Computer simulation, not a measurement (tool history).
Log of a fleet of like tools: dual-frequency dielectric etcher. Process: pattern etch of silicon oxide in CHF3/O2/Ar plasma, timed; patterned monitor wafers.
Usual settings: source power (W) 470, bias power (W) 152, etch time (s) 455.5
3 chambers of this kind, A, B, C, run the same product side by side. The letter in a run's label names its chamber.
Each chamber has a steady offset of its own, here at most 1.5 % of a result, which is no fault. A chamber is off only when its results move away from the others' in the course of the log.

run	hour	source power (W)	bias power (W)	etch time (s)	hours since the last wet clean	hours since the last source power generator calibration	hours since the last bias power generator calibration	read-back reference wafer on the same gauge, depth_nm	mean etch depth across the wafer (angstrom)
1C	10.3	470	152	455.5	481.7	4251.2	1213.4	689.97	7739.9
2A	21.5	470	152	455.5	246.8	351.8	1221.5	689.87	7694.8
3B	27.2	470	152	455.5	36.5	636.9	155.4	690.17	7690.1
4C	37.7	470	152	455.5	509.1	4278.6	1240.8	689.95	7721.7
5A	47.8	470	152	455.5	273.1	378.1	1247.8	689.67	7678.5
6B	53.1	470	152	455.5	62.4	662.8	181.3	689.63	7693.3
7B	59.3	470	152	455.5	68.6	669	187.5	690	7669.9
# hour 67.3: chamber C: wet clean of the chamber
8A	67.4	470	152	455.5	292.7	397.7	1267.4	690.14	7692.7
9C	74.4	470	121	497.5	7.2	4315.3	1277.5	689.83	7874.9
10A	85.5	470	121	497.5	310.8	415.8	1285.5	689.89	7820
11C	92.9	470	121	497.5	25.7	4333.8	1296	689.89	7863.1
12B	103.4	470	152	455.5	112.7	713.1	231.6	690.19	7673.9
13B	111.7	470	152	455.5	121	721.4	239.9	689.87	7681.3
14C	119.5	470	152	455.5	52.3	4360.4	1322.6	689.77	7704.9
15A	124.6	470	152	455.5	349.9	454.9	1324.6	689.81	7661.4
16C	132.7	470	152	455.5	65.5	4373.6	1335.8	689.97	7744.8
17B	141.2	470	152	455.5	150.5	750.9	269.4	689.81	7656
18A	152.2	470	152	455.5	377.5	482.5	1352.2	689.68	7672.6
19A	159.8	470	152	455.5	385.1	490.1	1359.8	689.92	7632.6
20B	165.5	470	174	551.5	174.8	775.2	293.7	690.09	9699.6
21C	175.7	470	174	551.5	108.5	4416.6	1378.8	689.93	9805.4
22A	180.9	470	174	551.5	406.2	511.2	1380.9	690	9655.2
23B	188.3	470	152	455.5	197.6	798	316.5	690.26	7668.5
24C	198.6	530	165	455.5	131.4	4439.5	1401.7	690	8319.1
25C	208.7	530	165	455.5	141.5	4449.6	1411.8	689.82	8354.6
26B	215.6	530	165	455.5	224.9	825.3	343.8	689.94	8235.1
27A	222.5	470	152	455.5	447.8	552.8	1422.5	690.37	7576.7
28B	227.3	470	152	455.5	236.6	837	355.5	690.17	7696.5
29C	233.7	470	152	455.5	166.5	4474.6	1436.8	690.02	7736.8
30A	240.5	470	152	455.5	465.8	570.8	1440.5	690.06	7557.1
31B	246.7	470	152	455.5	256	856.4	374.9	690.08	7679.3
32A	256.2	510	128	455.5	481.5	586.5	1456.2	690.34	7393
33C	262.2	510	128	455.5	195	4503.1	1465.3	690.13	7534
34A	271.7	510	128	455.5	497	602	1471.7	689.82	7375.4
35C	280.8	470	152	455.5	213.6	4521.7	1483.9	689.95	7760.4
36B	287.9	470	152	455.5	297.2	897.6	416.1	690.07	7671

What goes on in this fleet: one chamber off, a drifting gauge, or nothing beyond the chambers' own small offsets? Name the chamber and the cause, if any.

Chamber A drifts away from the others.
Cause: etch rate under this chamber's usual, % = 1.93.
The log may not tell that from: source power that arrives under what is set, %; bias power that arrives under what is set, %.

Here are 4 candidates for chamber A's next run, each the usual settings with a change, their results left as question marks. Which one brings its results back in line with what the others give on the usual settings?
In line means no further than this from the other chambers' mean on the usual settings: mean etch depth across the wafer (angstrom) 62
37A-1	295.9	470	152	453					?
37A-2	295.9	470	153	463					?
37A-3	295.9	470	152	457.5					?
37A-4	295.9	470	151	447					?

The other chambers' mean on the usual settings: mean etch depth across the wafer (angstrom) 7698.1
run	mean etch depth across the wafer (angstrom)
37A-1	7506.8
37A-2	7689
37A-3	7581.4
37A-4	7391.4
37A-2 brings the chamber back in line.
